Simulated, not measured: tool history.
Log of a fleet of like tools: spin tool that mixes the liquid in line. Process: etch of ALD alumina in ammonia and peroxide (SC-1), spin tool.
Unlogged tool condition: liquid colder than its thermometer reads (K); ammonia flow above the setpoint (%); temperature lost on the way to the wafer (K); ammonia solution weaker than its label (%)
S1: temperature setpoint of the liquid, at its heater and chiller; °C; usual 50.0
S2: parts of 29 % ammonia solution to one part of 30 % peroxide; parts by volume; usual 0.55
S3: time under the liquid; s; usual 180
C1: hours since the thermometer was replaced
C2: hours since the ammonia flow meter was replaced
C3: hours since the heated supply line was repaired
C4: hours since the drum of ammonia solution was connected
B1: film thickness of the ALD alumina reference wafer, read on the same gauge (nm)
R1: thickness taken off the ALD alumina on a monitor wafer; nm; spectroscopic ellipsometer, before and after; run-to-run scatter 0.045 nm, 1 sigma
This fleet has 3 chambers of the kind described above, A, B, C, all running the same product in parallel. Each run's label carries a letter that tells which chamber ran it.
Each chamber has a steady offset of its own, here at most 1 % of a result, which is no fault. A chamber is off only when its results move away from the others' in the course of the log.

At hour 8.8: chamber B: new drum of ammonia solution connected.
Run 1A, hour 10.2: usual settings; C1 502.8; C2 251.5; C3 2992.9; C4 519.5; B1 140.02. Result: R1 7.6830 nm.
Run 2C, hour 16.3: usual settings; C1 1198.1; C2 351.8; C3 782.9; C4 718.0; B1 140.01. Result: R1 7.6979 nm.
Run 3B, hour 21.9: usual settings; C1 720.4; C2 554.9; C3 1197.3; C4 13.1; B1 140.00. Result: R1 7.7341 nm.
Run 4A, hour 27.6: usual settings; C1 520.2; C2 268.9; C3 3010.3; C4 536.9; B1 140.00. Result: R1 7.7727 nm.
At hour 31.5: chamber B: thermometer replaced.
Run 5B, hour 35.6: usual settings but S1 42.0 °C, S3 110 s; C1 4.2; C2 568.6; C3 1211.0; C4 26.8; B1 139.99. Result: R1 2.9942 nm.
Run 6C, hour 45.8: usual settings but S1 42.0 °C, S3 110 s; C1 1227.6; C2 381.3; C3 812.4; C4 747.5; B1 140.04. Result: R1 3.0479 nm.
Run 7A, hour 54.6: usual settings but S1 42.0 °C, S3 110 s; C1 547.2; C2 295.9; C3 3037.3; C4 563.9; B1 140.02. Result: R1 3.0072 nm.
Run 8B, hour 62.6: usual settings; C1 31.2; C2 595.6; C3 1238.0; C4 53.8; B1 140.02. Result: R1 7.7432 nm.
Run 9C, hour 70.8: usual settings but S1 53.5 °C; C1 1252.6; C2 406.3; C3 837.4; C4 772.5; B1 140.01. Result: R1 9.3730 nm.
Run 10C, hour 76.7: usual settings but S1 53.5 °C; C1 1258.5; C2 412.2; C3 843.3; C4 778.4; B1 139.99. Result: R1 9.3613 nm.
Run 11A, hour 82.4: usual settings but S1 53.5 °C; C1 575.0; C2 323.7; C3 3065.1; C4 591.7; B1 139.99. Result: R1 9.2415 nm.
At hour 84.3: chamber A: new drum of ammonia solution connected.
Run 12B, hour 87.2: usual settings; C1 55.8; C2 620.2; C3 1262.6; C4 78.4; B1 140.02. Result: R1 7.6495 nm.
Run 13B, hour 96.1: usual settings; C1 64.7; C2 629.1; C3 1271.5; C4 87.3; B1 139.99. Result: R1 7.5460 nm.
Run 14A, hour 102.1: usual settings but S1 40.5 °C; C1 594.7; C2 343.4; C3 3084.8; C4 17.8; B1 139.99. Result: R1 4.4386 nm.
Run 15C, hour 107.3: usual settings but S1 40.5 °C; C1 1289.1; C2 442.8; C3 873.9; C4 809.0; B1 140.00. Result: R1 4.4706 nm.
Run 16A, hour 111.8: usual settings but S1 40.5 °C; C1 604.4; C2 353.1; C3 3094.5; C4 27.5; B1 139.99. Result: R1 4.5059 nm.
Run 17C, hour 119.8: usual settings but S2 0.35 parts by volume, S3 285 s; C1 1301.6; C2 455.3; C3 886.4; C4 821.5; B1 140.00. Result: R1 11.6690 nm.
Run 18B, hour 125.0: usual settings but S2 0.35 parts by volume, S3 285 s; C1 93.6; C2 658.0; C3 1300.4; C4 116.2; B1 140.00. Result: R1 11.3450 nm.
Run 19A, hour 130.9: usual settings but S2 0.35 parts by volume, S3 285 s; C1 623.5; C2 372.2; C3 3113.6; C4 46.6; B1 139.99. Result: R1 11.8410 nm.
Run 20B, hour 137.5: usual settings; C1 106.1; C2 670.5; C3 1312.9; C4 128.7; B1 140.02. Result: R1 7.3805 nm.

For the next run the whole fleet of 3 chambers uses the same settings. Give each chamber's results:
Run 21A, hour 144.9: usual settings but S2 0.75 parts by volume. Result: R1 ?.
Run 21B, hour 144.9: usual settings but S2 0.75 parts by volume. Result: R1 ?.
Run 21C, hour 144.9: usual settings but S2 0.75 parts by volume. Result: R1 ?.

run      R1
21A  7.9418
21B  7.5045
21C  8.0279

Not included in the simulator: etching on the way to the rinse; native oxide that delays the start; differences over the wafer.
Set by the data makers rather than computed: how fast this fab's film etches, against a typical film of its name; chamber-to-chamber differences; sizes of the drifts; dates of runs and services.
